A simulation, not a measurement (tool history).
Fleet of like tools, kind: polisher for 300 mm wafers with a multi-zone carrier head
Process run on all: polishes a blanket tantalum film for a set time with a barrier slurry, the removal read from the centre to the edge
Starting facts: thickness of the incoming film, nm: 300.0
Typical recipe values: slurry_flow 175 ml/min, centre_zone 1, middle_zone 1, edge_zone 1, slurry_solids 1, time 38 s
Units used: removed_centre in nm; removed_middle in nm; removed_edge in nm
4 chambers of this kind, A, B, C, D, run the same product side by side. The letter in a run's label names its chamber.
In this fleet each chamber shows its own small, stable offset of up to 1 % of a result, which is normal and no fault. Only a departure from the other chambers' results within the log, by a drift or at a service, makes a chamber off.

run 1C hour=9.2 | slurry_flow=175 centre_zone=1 middle_zone=1 edge_zone=1 slurry_solids=1 time=38 | removed_centre=37.955 removed_middle=37.809 removed_edge=37.608
run 2B hour=21.7 | slurry_flow=175 centre_zone=1 middle_zone=1 edge_zone=1 slurry_solids=1 time=38 | removed_centre=37.34 removed_middle=37.424 removed_edge=37.806
run 3D hour=32.2 | slurry_flow=175 centre_zone=1 middle_zone=1 edge_zone=1 slurry_solids=1 time=38 | removed_centre=38.719 removed_middle=37.37 removed_edge=38.254
-- hour=42.9 chamber B: worn pad replaced by a new one
run 4A hour=45.1 | slurry_flow=175 centre_zone=1 middle_zone=1 edge_zone=1 slurry_solids=1 time=38 | removed_centre=38.502 removed_middle=37.306 removed_edge=37.748
run 5B hour=52.1 | slurry_flow=175 centre_zone=1 middle_zone=1 edge_zone=1 slurry_solids=1 time=38 | removed_centre=37.974 removed_middle=37.358 removed_edge=37.788
-- hour=52.7 chamber A: worn pad replaced by a new one
run 6D hour=59.9 | slurry_flow=220 centre_zone=1 middle_zone=0.95 edge_zone=1 slurry_solids=1 time=38 | removed_centre=38.955 removed_middle=37.003 removed_edge=39.374
-- hour=66 chamber C: worn pad replaced by a new one
run 7C hour=71.4 | slurry_flow=220 centre_zone=1 middle_zone=0.95 edge_zone=1 slurry_solids=1 time=38 | removed_centre=38.765 removed_middle=37.817 removed_edge=38.292
-- hour=76.6 chamber D: worn pad replaced by a new one
run 8A hour=77.6 | slurry_flow=220 centre_zone=1 middle_zone=0.95 edge_zone=1 slurry_solids=1 time=38 | removed_centre=39.079 removed_middle=37.293 removed_edge=38.495
run 9C hour=88.3 | slurry_flow=220 centre_zone=1 middle_zone=0.95 edge_zone=1 slurry_solids=1 time=38 | removed_centre=39.687 removed_middle=36.708 removed_edge=38.142
-- hour=92 chamber D: edge zone pressure recalibrated
run 10D hour=96.6 | slurry_flow=175 centre_zone=1 middle_zone=1 edge_zone=1 slurry_solids=1 time=38 | removed_centre=37.543 removed_middle=37.186 removed_edge=37.828
run 11A hour=107 | slurry_flow=175 centre_zone=1 middle_zone=1 edge_zone=1 slurry_solids=1 time=38 | removed_centre=37.745 removed_middle=37.941 removed_edge=38.017
run 12B hour=117 | slurry_flow=175 centre_zone=1 middle_zone=1 edge_zone=1 slurry_solids=1 time=38 | removed_centre=37.802 removed_middle=37.678 removed_edge=38.37
-- hour=125.3 chamber A: worn pad replaced by a new one
run 13B hour=128.1 | slurry_flow=175 centre_zone=1 middle_zone=1 edge_zone=1 slurry_solids=1 time=38 | removed_centre=37.167 removed_middle=37.202 removed_edge=37.501
run 14D hour=134.8 | slurry_flow=175 centre_zone=1 middle_zone=1 edge_zone=1 slurry_solids=1 time=38 | removed_centre=37.78 removed_middle=37.417 removed_edge=37.161
-- hour=136.5 chamber C: edge zone pressure recalibrated
-- hour=137.4 chamber B: worn pad replaced by a new one
-- hour=141.6 chamber C: worn pad replaced by a new one
run 15A hour=146 | slurry_flow=175 centre_zone=1 middle_zone=1 edge_zone=1 slurry_solids=1 time=38 | removed_centre=36.101 removed_middle=38.282 removed_edge=37.845
-- hour=151.8 chamber D: worn pad replaced by a new one
run 16C hour=152.3 | slurry_flow=175 centre_zone=1 middle_zone=1 edge_zone=1 slurry_solids=1 time=38 | removed_centre=38.429 removed_middle=38.199 removed_edge=37.341
run 17D hour=163.9 | slurry_flow=175 centre_zone=1 middle_zone=1 edge_zone=1 slurry_solids=1 time=38 | removed_centre=37.124 removed_middle=37.392 removed_edge=37.943
run 18A hour=175.9 | slurry_flow=175 centre_zone=1 middle_zone=1 edge_zone=1 slurry_solids=1 time=38 | removed_centre=35.773 removed_middle=37.707 removed_edge=37.922
run 19C hour=187.4 | slurry_flow=175 centre_zone=1 middle_zone=1 edge_zone=1 slurry_solids=1 time=46 | removed_centre=44.686 removed_middle=45.67 removed_edge=44.924
run 20B hour=194.6 | slurry_flow=175 centre_zone=1 middle_zone=1 edge_zone=1 slurry_solids=1 time=46 | removed_centre=45.32 removed_middle=45.56 removed_edge=46.816
-- hour=197.6 chamber A: worn pad replaced by a new one
run 21B hour=200.4 | slurry_flow=175 centre_zone=1 middle_zone=1 edge_zone=1 slurry_solids=1 time=46 | removed_centre=45.513 removed_middle=45.118 removed_edge=45.588
run 22C hour=208.9 | slurry_flow=175 centre_zone=1 middle_zone=1 edge_zone=1 slurry_solids=1 time=46 | removed_centre=44.575 removed_middle=45.931 removed_edge=45.507
run 23A hour=220.8 | slurry_flow=175 centre_zone=1 middle_zone=1 edge_zone=1 slurry_solids=1 time=38 | removed_centre=36.349 removed_middle=38.161 removed_edge=37.724
run 24D hour=230.2 | slurry_flow=175 centre_zone=1 middle_zone=1 edge_zone=1 slurry_solids=1 time=38 | removed_centre=36.951 removed_middle=37.282 removed_edge=37.921
-- hour=232.3 chamber B: worn pad replaced by a new one
-- hour=232.4 chamber C: worn pad replaced by a new one
-- hour=237.3 chamber C: slurry nozzle cleaned
run 25B hour=240.3 | slurry_flow=135 centre_zone=1 middle_zone=1 edge_zone=1 slurry_solids=1 time=30 | removed_centre=28.181 removed_middle=28.273 removed_edge=28.894
-- hour=244.7 chamber D: worn pad replaced by a new one
run 26A hour=252.3 | slurry_flow=135 centre_zone=1 middle_zone=1 edge_zone=1 slurry_solids=1 time=30 | removed_centre=26.351 removed_middle=28.429 removed_edge=28.946
-- hour=257.5 chamber A: slurry nozzle cleaned
run 27D hour=262.8 | slurry_flow=135 centre_zone=1 middle_zone=1 edge_zone=1 slurry_solids=1 time=30 | removed_centre=28.091 removed_middle=27.949 removed_edge=28.574
run 28C hour=272.8 | slurry_flow=135 centre_zone=1 middle_zone=1 edge_zone=1 slurry_solids=1 time=30 | removed_centre=28.356 removed_middle=28.743 removed_edge=28.737
run 29A hour=283.7 | slurry_flow=175 centre_zone=1 middle_zone=1 edge_zone=1 slurry_solids=1 time=38 | removed_centre=35.775 removed_middle=38.114 removed_edge=38.165
-- hour=287.6 chamber A: worn pad replaced by a new one
-- hour=293.6 chamber D: slurry nozzle cleaned
run 30C hour=293.6 | slurry_flow=175 centre_zone=1 middle_zone=1 edge_zone=1 slurry_solids=1 time=38 | removed_centre=37.51 removed_middle=38.119 removed_edge=37.467
-- hour=294 chamber A: edge zone pressure recalibrated
-- hour=296.4 chamber B: edge zone pressure recalibrated
run 31D hour=305.4 | slurry_flow=175 centre_zone=1 middle_zone=1 edge_zone=1 slurry_solids=1 time=38 | removed_centre=37.618 removed_middle=37.508 removed_edge=38.015
-- hour=310.1 chamber C: worn pad replaced by a new one
-- hour=316.8 chamber D: worn pad replaced by a new one
run 32B hour=318.5 | slurry_flow=175 centre_zone=1 middle_zone=1 edge_zone=1 slurry_solids=1 time=38 | removed_centre=37.408 removed_middle=37.823 removed_edge=37.958
-- hour=324.6 chamber B: worn pad replaced by a new one
run 33B hour=325.6 | slurry_flow=175 centre_zone=1 middle_zone=1 edge_zone=1 slurry_solids=1 time=38 | removed_centre=38.026 removed_middle=37.299 removed_edge=37.873
run 34A hour=337.2 | slurry_flow=175 centre_zone=1 middle_zone=1 edge_zone=1 slurry_solids=1 time=43 | removed_centre=39.765 removed_middle=42.748 removed_edge=42.344
run 35C hour=345.3 | slurry_flow=175 centre_zone=1 middle_zone=1 edge_zone=1 slurry_solids=1 time=43 | removed_centre=42.885 removed_middle=43.547 removed_edge=42.572
run 36D hour=353.9 | slurry_flow=175 centre_zone=1 middle_zone=1 edge_zone=1 slurry_solids=1 time=43 | removed_centre=43.089 removed_middle=42.475 removed_edge=43.106
-- hour=361.2 chamber B: slurry nozzle cleaned
-- hour=361.9 chamber A: worn pad replaced by a new one
run 37B hour=365.5 | slurry_flow=175 centre_zone=1 middle_zone=1 edge_zone=1 slurry_solids=1 time=43 | removed_centre=42.523 removed_middle=41.993 removed_edge=42.604
run 38D hour=377.2 | slurry_flow=175 centre_zone=1 middle_zone=1 edge_zone=1 slurry_solids=1 time=38 | removed_centre=38.251 removed_middle=37.229 removed_edge=38.453
run 39C hour=387.2 | slurry_flow=175 centre_zone=1 middle_zone=1 edge_zone=1 slurry_solids=1 time=38 | removed_centre=38.159 removed_middle=38.515 removed_edge=37.848
run 40A hour=396.1 | slurry_flow=175 centre_zone=1 middle_zone=1 edge_zone=1.08 slurry_solids=1 time=38 | removed_centre=34.687 removed_middle=37.649 removed_edge=39.253
-- hour=403.2 chamber D: worn pad replaced by a new one
run 41C hour=407.6 | slurry_flow=175 centre_zone=1 middle_zone=1 edge_zone=1.08 slurry_solids=1 time=38 | removed_centre=38.163 removed_middle=38.306 removed_edge=38.692
-- hour=412.3 chamber B: worn pad replaced by a new one
run 42B hour=414.1 | slurry_flow=175 centre_zone=1 middle_zone=1 edge_zone=1.08 slurry_solids=1 time=38 | removed_centre=39.072 removed_middle=37.361 removed_edge=39.66
run 43D hour=420.7 | slurry_flow=175 centre_zone=1 middle_zone=1 edge_zone=1.08 slurry_solids=1 time=38 | removed_centre=37.36 removed_middle=37.566 removed_edge=39.336

Next, every chamber runs the same settings. What will each give?
run 44A hour=430.2 | slurry_flow=175 centre_zone=1 middle_zone=1 edge_zone=1 slurry_solids=1 time=38 | removed_centre=? removed_middle=? removed_edge=?
run 44B hour=430.2 | slurry_flow=175 centre_zone=1 middle_zone=1 edge_zone=1 slurry_solids=1 time=38 | removed_centre=? removed_middle=? removed_edge=?
run 44C hour=430.2 | slurry_flow=175 centre_zone=1 middle_zone=1 edge_zone=1 slurry_solids=1 time=38 | removed_centre=? removed_middle=? removed_edge=?
run 44D hour=430.2 | slurry_flow=175 centre_zone=1 middle_zone=1 edge_zone=1 slurry_solids=1 time=38 | removed_centre=? removed_middle=? removed_edge=?

run=44A removed_centre=33.763 removed_middle=38.012 removed_edge=37.542
run=44B removed_centre=38.567 removed_middle=37.222 removed_edge=38.285
run=44C removed_centre=37.513 removed_middle=38.738 removed_edge=37.772
run=44D removed_centre=37.696 removed_middle=36.975 removed_edge=38.023
